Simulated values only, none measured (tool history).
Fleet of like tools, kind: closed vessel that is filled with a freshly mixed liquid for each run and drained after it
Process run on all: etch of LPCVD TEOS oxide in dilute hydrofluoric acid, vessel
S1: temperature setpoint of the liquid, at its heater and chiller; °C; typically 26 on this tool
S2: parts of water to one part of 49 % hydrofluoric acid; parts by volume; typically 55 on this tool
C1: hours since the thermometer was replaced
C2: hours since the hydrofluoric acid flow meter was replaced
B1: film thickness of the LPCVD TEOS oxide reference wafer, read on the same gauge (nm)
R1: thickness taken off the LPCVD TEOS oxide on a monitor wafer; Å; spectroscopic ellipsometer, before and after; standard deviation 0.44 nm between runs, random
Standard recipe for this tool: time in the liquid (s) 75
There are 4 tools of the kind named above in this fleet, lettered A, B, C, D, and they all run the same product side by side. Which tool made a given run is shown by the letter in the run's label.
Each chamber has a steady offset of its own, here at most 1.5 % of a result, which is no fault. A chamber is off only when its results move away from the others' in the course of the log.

Run 1D, hour 7.1: usual settings; C1 1707.2; C2 71.8; B1 119.98. Result: R1 457.04 Å.
Run 2A, hour 14: usual settings; C1 1245.1; C2 669.4; B1 120. Result: R1 472.08 Å.
Run 3B, hour 20.6: usual settings; C1 1685.4; C2 39.9; B1 120. Result: R1 468.65 Å.
Run 4C, hour 27.8: usual settings; C1 693; C2 1498.5; B1 120. Result: R1 461.87 Å.
Run 5C, hour 34.1: usual settings; C1 699.3; C2 1504.8; B1 120. Result: R1 462.6 Å.
Run 6A, hour 40.3: usual settings but S1 24 °C, S2 35 parts by volume; C1 1271.4; C2 695.7; B1 120. Result: R1 690.74 Å.
Run 7D, hour 47.4: usual settings but S1 24 °C, S2 35 parts by volume; C1 1747.5; C2 112.1; B1 119.98. Result: R1 704.81 Å.
Run 8B, hour 56.3: usual settings but S1 24 °C, S2 35 parts by volume; C1 1721.1; C2 75.6; B1 120. Result: R1 688.21 Å.
Run 9D, hour 63.5: usual settings but S1 24 °C, S2 35 parts by volume; C1 1763.6; C2 128.2; B1 120.03. Result: R1 703.45 Å.
Run 10B, hour 73.7: usual settings; C1 1738.5; C2 93; B1 119.99. Result: R1 471.88 Å.
Run 11A, hour 81.2: usual settings; C1 1312.3; C2 736.6; B1 119.99. Result: R1 475.78 Å.
Run 12C, hour 86.3: usual settings; C1 751.5; C2 1557; B1 119.96. Result: R1 459.64 Å.
Run 13C, hour 93: usual settings; C1 758.2; C2 1563.7; B1 119.98. Result: R1 456.77 Å.
Run 14A, hour 99.7: usual settings but S1 21.5 °C, S2 40 parts by volume; C1 1330.8; C2 755.1; B1 119.97. Result: R1 534.73 Å.
Run 15D, hour 107.9: usual settings but S1 21.5 °C, S2 40 parts by volume; C1 1808; C2 172.6; B1 119.98. Result: R1 550.23 Å.
Run 16B, hour 112.9: usual settings but S1 21.5 °C, S2 40 parts by volume; C1 1777.7; C2 132.2; B1 120. Result: R1 531.98 Å.
Run 17B, hour 122.3: usual settings but S1 21.5 °C, S2 40 parts by volume; C1 1787.1; C2 141.6; B1 120.02. Result: R1 543.34 Å.
Run 18D, hour 126.9: usual settings; C1 1827; C2 191.6; B1 119.96. Result: R1 466.62 Å.
Run 19A, hour 135.8: usual settings; C1 1366.9; C2 791.2; B1 119.96. Result: R1 468.57 Å.
Run 20C, hour 140.5: usual settings but S2 80 parts by volume; C1 805.7; C2 1611.2; B1 119.98. Result: R1 308.64 Å.
Run 21A, hour 145: usual settings but S2 80 parts by volume; C1 1376.1; C2 800.4; B1 120. Result: R1 310.8 Å.
Run 22D, hour 149.6: usual settings but S2 80 parts by volume; C1 1849.7; C2 214.3; B1 119.98. Result: R1 308.52 Å.
Run 23B, hour 158.7: usual settings but S2 80 parts by volume; C1 1823.5; C2 178; B1 119.99. Result: R1 307.21 Å.
Run 24C, hour 166.9: usual settings; C1 832.1; C2 1637.6; B1 119.99. Result: R1 460.65 Å.

Predict what each chamber gives when all 4 of them run the settings below next.
Run 25A, hour 174.2: usual settings. Result: R1 ?.
Run 25B, hour 174.2: usual settings. Result: R1 ?.
Run 25C, hour 174.2: usual settings. Result: R1 ?.
Run 25D, hour 174.2: usual settings. Result: R1 ?.

run      R1
25A  471.45
25B  458.91
25C  460.03
25D   464.9

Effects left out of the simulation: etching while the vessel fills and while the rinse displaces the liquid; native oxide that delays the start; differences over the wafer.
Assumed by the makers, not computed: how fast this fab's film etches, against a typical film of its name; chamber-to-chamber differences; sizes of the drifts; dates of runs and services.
